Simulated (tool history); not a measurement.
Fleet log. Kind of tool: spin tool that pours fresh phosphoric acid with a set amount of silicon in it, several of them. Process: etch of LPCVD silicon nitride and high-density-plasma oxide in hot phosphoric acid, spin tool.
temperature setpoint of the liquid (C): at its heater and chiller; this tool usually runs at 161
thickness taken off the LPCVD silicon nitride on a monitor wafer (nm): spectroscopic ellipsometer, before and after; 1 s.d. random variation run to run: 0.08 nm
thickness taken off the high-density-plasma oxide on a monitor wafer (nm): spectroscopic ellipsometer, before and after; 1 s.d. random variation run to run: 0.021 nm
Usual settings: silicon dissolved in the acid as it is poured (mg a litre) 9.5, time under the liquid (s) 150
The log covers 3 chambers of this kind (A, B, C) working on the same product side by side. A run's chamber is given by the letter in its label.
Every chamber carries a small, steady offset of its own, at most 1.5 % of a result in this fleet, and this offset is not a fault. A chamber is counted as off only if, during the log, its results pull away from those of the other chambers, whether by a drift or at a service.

run   hour  temperature setpoint of the liquid (C)  silicon dissolved in the acid as it is poured (mg a litre)  time under the liquid (s)  read-back film thickness of the LPCVD silicon nitride reference wafer, read on the same gauge (nm)  read-back film thickness of the high-density-plasma oxide reference wafer, read on the same gauge (nm)  thickness taken off the LPCVD silicon nitride on a monitor wafer (nm)  thickness taken off the high-density-plasma oxide on a monitor wafer (nm)
 1A    5.9                                     161                                                         9.5                        150                                                                                               59.98                                                                                                   39.97                                                                 13.335                                                                    0.80034
 2C   14.1                                     161                                                         9.5                        150                                                                                               60.02                                                                                                   39.99                                                                 13.145                                                                     0.8031
 3B   21.9                                     161                                                         9.5                        150                                                                                              59.981                                                                                                  40.011                                                                 13.088                                                                    0.79419
 4B   29.4                                     161                                                         9.5                        150                                                                                              59.992                                                                                                   39.98                                                                 13.115                                                                    0.76646
 5A   36.2                                     161                                                         9.5                        150                                                                                                  60                                                                                                   40.01                                                                 13.066                                                                    0.84335
 6C   44.2                                     161                                                         9.5                        150                                                                                               60.01                                                                                                  40.005                                                                 13.146                                                                    0.80268
 7A   51.2                                     161                                                         9.5                        150                                                                                              59.996                                                                                                  40.005                                                                 13.038                                                                    0.77629
 8C   59.1                                     161                                                         9.5                        150                                                                                              59.988                                                                                                  40.028                                                                 13.102                                                                    0.83647
 9B   66.7                                     161                                                         9.5                        150                                                                                              60.029                                                                                                   40.02                                                                  13.05                                                                    0.78168
10B   73.6                                     161                                                         5.5                        150                                                                                              60.009                                                                                                  39.991                                                                  13.31                                                                    0.84607
11A   77.8                                     161                                                         5.5                        150                                                                                              60.007                                                                                                  40.016                                                                 12.979                                                                     0.8233
12C   86.2                                     161                                                         5.5                        150                                                                                              60.006                                                                                                   40.01                                                                 13.095                                                                    0.84902
13B   92.4                                     161                                                         9.5                        150                                                                                              59.997                                                                                                      40                                                                 13.081                                                                    0.80013
14C   96.4                                     161                                                         9.5                        150                                                                                              60.009                                                                                                  39.999                                                                 13.008                                                                    0.81026
15A  100.2                                     161                                                         9.5                        150                                                                                              59.999                                                                                                  40.015                                                                 12.741                                                                    0.73763
16A  104.8                                     161                                                         9.5                        150                                                                                              59.998                                                                                                  40.004                                                                 12.751                                                                    0.74384
17B  112.3                                     161                                                         9.5                        150                                                                                              59.993                                                                                                  40.018                                                                 13.193                                                                    0.82656
18C  117.3                                     161                                                         9.5                        150                                                                                              59.993                                                                                                  40.008                                                                 13.069                                                                    0.80495
19B  122.4                                     161                                                         9.5                        150                                                                                              60.004                                                                                                   40.01                                                                 13.195                                                                    0.83038
20C  126.1                                     161                                                         9.5                        150                                                                                              60.003                                                                                                  40.019                                                                 13.079                                                                    0.82318
21A  129.8                                     161                                                         9.5                        150                                                                                              59.999                                                                                                  39.999                                                                 12.618                                                                    0.71738
22A  133.7                                     161                                                         9.5                        150                                                                                               60.01                                                                                                  40.006                                                                 12.437                                                                    0.67237

Next, every chamber runs the same settings. What will each give?
23A  139.7                                     160                                                         9.5                        150                                                                                                                                                                                                                                                                                  ?                                                                          ?
23B  139.7                                     160                                                         9.5                        150                                                                                                                                                                                                                                                                                  ?                                                                          ?
23C  139.7                                     160                                                         9.5                        150                                                                                                                                                                                                                                                                                  ?                                                                          ?

run  thickness taken off the LPCVD silicon nitride on a monitor wafer (nm)  thickness taken off the high-density-plasma oxide on a monitor wafer (nm)
23A                                                                 12.149                                                                    0.64168
23B                                                                 12.685                                                                    0.75764
23C                                                                 12.778                                                                    0.75836
